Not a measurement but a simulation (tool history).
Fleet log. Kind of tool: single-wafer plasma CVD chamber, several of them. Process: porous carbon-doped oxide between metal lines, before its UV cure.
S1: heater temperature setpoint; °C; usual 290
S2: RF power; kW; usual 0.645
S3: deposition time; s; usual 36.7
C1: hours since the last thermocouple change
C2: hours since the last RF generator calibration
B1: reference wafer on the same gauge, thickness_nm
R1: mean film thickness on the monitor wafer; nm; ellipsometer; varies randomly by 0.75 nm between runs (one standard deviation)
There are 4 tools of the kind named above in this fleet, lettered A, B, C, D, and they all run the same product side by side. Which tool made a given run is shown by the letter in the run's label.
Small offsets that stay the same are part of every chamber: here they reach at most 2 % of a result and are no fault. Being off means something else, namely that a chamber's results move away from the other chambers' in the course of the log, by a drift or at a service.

run,hour,S1,S2,S3,C1,C2,B1,R1
1D,6,290,0.645,36.7,311.4,1161.8,287.92,249.24
2B,9.7,290,0.645,36.7,75.4,634,287.94,248.16
# hour 11.5: chamber C: thermocouple changed; heater temperature recalibrated
3A,14.6,290,0.645,36.7,1111.8,1159.3,288.15,247.63
4C,19.7,290,0.645,36.7,8.3,296.2,288.13,252.8
5D,27.6,290,0.645,36.7,333,1183.4,287.97,250.33
6B,33.6,290,0.645,36.7,99.3,657.9,287.96,246.67
7C,41.1,302,0.69,36.7,29.7,317.6,288.05,245.16
8A,49.2,302,0.69,36.7,1146.4,1193.9,287.96,241.58
9C,55.6,302,0.69,36.7,44.2,332.1,288.22,245.44
10D,63.6,302,0.69,36.7,369,1219.4,288.04,242.08
11A,70.9,290,0.645,36.7,1168.1,1215.6,287.9,246.75
12B,76.5,290,0.645,36.7,142.2,700.8,287.94,243.37
13B,80.5,290,0.645,36.7,146.2,704.8,288,244.32
14C,88,290,0.645,36.7,76.6,364.5,287.92,252.7
15A,96.2,290,0.645,36.7,1193.4,1240.9,288.11,248.33
16D,103.6,290,0.645,36.7,409,1259.4,288.08,249.76
17A,108.3,290,0.645,36.7,1205.5,1253,288.13,248.39
18B,116.2,290,0.605,42.6,181.9,740.5,287.93,269.82
19C,122.5,290,0.605,42.6,111.1,399,288.04,279.56
20D,127.8,290,0.605,42.6,433.2,1283.6,287.94,277.91
21C,135.4,290,0.605,42.6,124,411.9,288.1,278.56
22A,142.6,290,0.645,36.7,1239.8,1287.3,287.78,246.9
23B,149.2,290,0.645,36.7,214.9,773.5,288.18,240.81
24D,154.5,290,0.645,36.7,459.9,1310.3,288.06,250.69
25C,158.9,281,0.645,42.8,147.5,435.4,287.88,308.43

Does one chamber stand apart from the rest, does the shared gauge drift, or is all well apart from small per-chamber offsets? Give the chamber and the most likely cause, where there is one.

Little by little, chamber B moves away from the other chambers.
What lies behind it: delivered RF power below the setpoint (%) = 5.21.
From this log alone, it may not be told apart from: wafer temperature above the value expected at the setpoint (K).

Below are 4 candidate recipes for chamber B's next run, each the usual settings with a change, their results shown as question marks. Which of them brings B's results back in line with what the other chambers give on the usual settings?
A result is in line if it is within this distance of the other chambers' mean on the usual settings: R1 2.7 nm
26B-1,164.8,289,0.645,38,,,,?
26B-2,164.8,302,0.645,36.7,,,,?
26B-3,164.8,290,0.72,36.7,,,,?
26B-4,164.8,292,0.615,36.7,,,,?

The mean the other chambers reach with the usual settings: R1 249.88 nm
run,R1
26B-1,249.27
26B-2,223.59
26B-3,256.76
26B-4,229.67
26B-1 brings the chamber back in line.
